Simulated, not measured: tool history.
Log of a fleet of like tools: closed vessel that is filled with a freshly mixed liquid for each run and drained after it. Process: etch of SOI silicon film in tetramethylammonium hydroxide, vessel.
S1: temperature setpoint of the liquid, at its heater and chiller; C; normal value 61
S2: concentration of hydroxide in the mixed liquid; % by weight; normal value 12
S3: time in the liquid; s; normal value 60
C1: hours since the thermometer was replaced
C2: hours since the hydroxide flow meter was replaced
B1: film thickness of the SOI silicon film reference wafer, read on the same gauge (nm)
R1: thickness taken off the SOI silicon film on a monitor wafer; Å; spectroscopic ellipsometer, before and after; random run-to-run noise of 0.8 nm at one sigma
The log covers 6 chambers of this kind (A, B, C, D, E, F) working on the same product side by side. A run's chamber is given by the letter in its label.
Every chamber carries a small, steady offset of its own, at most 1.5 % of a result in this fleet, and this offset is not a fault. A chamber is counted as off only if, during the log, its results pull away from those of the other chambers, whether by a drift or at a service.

{"run": "1B", "day": 0.283, "S1": 61, "S2": 12, "S3": 60, "C1": 127.5, "C2": 768.6, "B1": 39.973, "R1": 2334.8}
{"run": "2C", "day": 0.558, "S1": 61, "S2": 12, "S3": 60, "C1": 210.1, "C2": 909.7, "B1": 39.995, "R1": 2356.1}
{"run": "3F", "day": 0.838, "S1": 61, "S2": 12, "S3": 60, "C1": 1818.8, "C2": 439.3, "B1": 39.98, "R1": 2321.7}
{"run": "4E", "day": 1.121, "S1": 61, "S2": 12, "S3": 60, "C1": 1099.4, "C2": 116.5, "B1": 40.013, "R1": 2332.4}
{"run": "5A", "day": 1.483, "S1": 61, "S2": 12, "S3": 60, "C1": 1040.8, "C2": 182.8, "B1": 39.994, "R1": 2351.8}
{"run": "6D", "day": 1.788, "S1": 61, "S2": 12, "S3": 60, "C1": 857.7, "C2": 1497.7, "B1": 39.999, "R1": 2325.1}
{"run": "7F", "day": 2.071, "S1": 61, "S2": 12, "S3": 60, "C1": 1848.4, "C2": 468.9, "B1": 39.988, "R1": 2319.1}
{"run": "8A", "day": 2.417, "S1": 61, "S2": 12, "S3": 60, "C1": 1063.2, "C2": 205.2, "B1": 40.004, "R1": 2350.2}
{"run": "9D", "day": 2.662, "S1": 61, "S2": 12, "S3": 60, "C1": 878.7, "C2": 1518.7, "B1": 39.99, "R1": 2312.6}
{"run": "10B", "day": 2.958, "S1": 61, "S2": 12, "S3": 60, "C1": 191.7, "C2": 832.8, "B1": 39.977, "R1": 2316.2}
{"run": "11E", "day": 3.175, "S1": 61, "S2": 12, "S3": 60, "C1": 1148.7, "C2": 165.8, "B1": 39.993, "R1": 2346.8}
{"run": "12C", "day": 3.475, "S1": 61, "S2": 12, "S3": 60, "C1": 280.1, "C2": 979.7, "B1": 40.029, "R1": 2332.6}
{"run": "13E", "day": 3.688, "S1": 61, "S2": 12, "S3": 45, "C1": 1161, "C2": 178.1, "B1": 39.987, "R1": 1751}
{"day": 3.854, "done": "chamber F: thermometer replaced"}
{"run": "14B", "day": 4.012, "S1": 61, "S2": 12, "S3": 45, "C1": 217, "C2": 858.1, "B1": 40.029, "R1": 1750.6}
{"run": "15A", "day": 4.408, "S1": 61, "S2": 12, "S3": 45, "C1": 1111, "C2": 253, "B1": 40.023, "R1": 1764.2}
{"day": 4.417, "done": "chamber E: thermometer replaced"}
{"run": "16D", "day": 4.712, "S1": 61, "S2": 12, "S3": 45, "C1": 927.9, "C2": 1567.9, "B1": 40.006, "R1": 1737.5}
{"run": "17F", "day": 5.075, "S1": 61, "S2": 12, "S3": 45, "C1": 29.4, "C2": 541, "B1": 39.998, "R1": 1728.2}
{"run": "18C", "day": 5.388, "S1": 61, "S2": 12, "S3": 45, "C1": 326, "C2": 1025.6, "B1": 40.028, "R1": 1760.3}
{"run": "19B", "day": 5.642, "S1": 61, "S2": 12, "S3": 60, "C1": 256.1, "C2": 897.2, "B1": 39.997, "R1": 2328.1}
{"run": "20D", "day": 5.938, "S1": 61, "S2": 13, "S3": 60, "C1": 957.3, "C2": 1597.3, "B1": 40.019, "R1": 2248.6}
{"run": "21C", "day": 6.125, "S1": 61, "S2": 13, "S3": 60, "C1": 343.7, "C2": 1043.3, "B1": 40.017, "R1": 2258.6}
{"run": "22F", "day": 6.504, "S1": 61, "S2": 13, "S3": 60, "C1": 63.7, "C2": 575.3, "B1": 39.991, "R1": 2231.8}
{"run": "23A", "day": 6.8, "S1": 61, "S2": 13, "S3": 60, "C1": 1168.4, "C2": 310.4, "B1": 40.018, "R1": 2273}
{"run": "24E", "day": 7.088, "S1": 61, "S2": 13, "S3": 60, "C1": 64.1, "C2": 259.7, "B1": 40.002, "R1": 2254.9}
{"run": "25E", "day": 7.312, "S1": 61, "S2": 13, "S3": 60, "C1": 69.5, "C2": 265.1, "B1": 39.994, "R1": 2257.9}
{"run": "26A", "day": 7.679, "S1": 61, "S2": 12, "S3": 60, "C1": 1189.5, "C2": 331.5, "B1": 40.032, "R1": 2355.5}
{"run": "27F", "day": 7.925, "S1": 61, "S2": 12, "S3": 60, "C1": 97.8, "C2": 609.4, "B1": 40.016, "R1": 2323.2}
{"run": "28B", "day": 8.308, "S1": 61, "S2": 12, "S3": 60, "C1": 320.1, "C2": 961.2, "B1": 40.001, "R1": 2341.7}
{"run": "29C", "day": 8.583, "S1": 61, "S2": 12, "S3": 60, "C1": 402.7, "C2": 1102.3, "B1": 40.009, "R1": 2344.9}
{"run": "30D", "day": 8.829, "S1": 61, "S2": 12, "S3": 60, "C1": 1026.7, "C2": 1666.7, "B1": 39.989, "R1": 2317.6}
{"run": "31B", "day": 9.033, "S1": 61, "S2": 12, "S3": 60, "C1": 337.5, "C2": 978.6, "B1": 39.996, "R1": 2332.8}
{"run": "32C", "day": 9.267, "S1": 61, "S2": 12, "S3": 60, "C1": 419.1, "C2": 1118.7, "B1": 39.989, "R1": 2358.2}
{"run": "33D", "day": 9.458, "S1": 61, "S2": 12, "S3": 60, "C1": 1041.8, "C2": 1681.8, "B1": 40.002, "R1": 2315.5}
{"run": "34F", "day": 9.692, "S1": 61, "S2": 12, "S3": 60, "C1": 140.2, "C2": 651.8, "B1": 40.039, "R1": 2314.8}
{"run": "35A", "day": 9.921, "S1": 61, "S2": 12, "S3": 60, "C1": 1243.3, "C2": 385.3, "B1": 39.971, "R1": 2349.3}
{"run": "36E", "day": 10.104, "S1": 61, "S2": 12, "S3": 60, "C1": 136.5, "C2": 332.1, "B1": 39.99, "R1": 2365.5}
{"run": "37E", "day": 10.312, "S1": 61, "S2": 12, "S3": 60, "C1": 141.5, "C2": 337.1, "B1": 40.017, "R1": 2341.6}

Next, every chamber runs the same settings. What will each give?
{"run": "38A", "day": 10.596, "S1": 61, "S2": 12, "S3": 60, "R1": "?"}
{"run": "38B", "day": 10.596, "S1": 61, "S2": 12, "S3": 60, "R1": "?"}
{"run": "38C", "day": 10.596, "S1": 61, "S2": 12, "S3": 60, "R1": "?"}
{"run": "38D", "day": 10.596, "S1": 61, "S2": 12, "S3": 60, "R1": "?"}
{"run": "38E", "day": 10.596, "S1": 61, "S2": 12, "S3": 60, "R1": "?"}
{"run": "38F", "day": 10.596, "S1": 61, "S2": 12, "S3": 60, "R1": "?"}

run=38A R1=2360.6
run=38B R1=2324.5
run=38C R1=2346.4
run=38D R1=2321.3
run=38E R1=2334.1
run=38F R1=2320.5
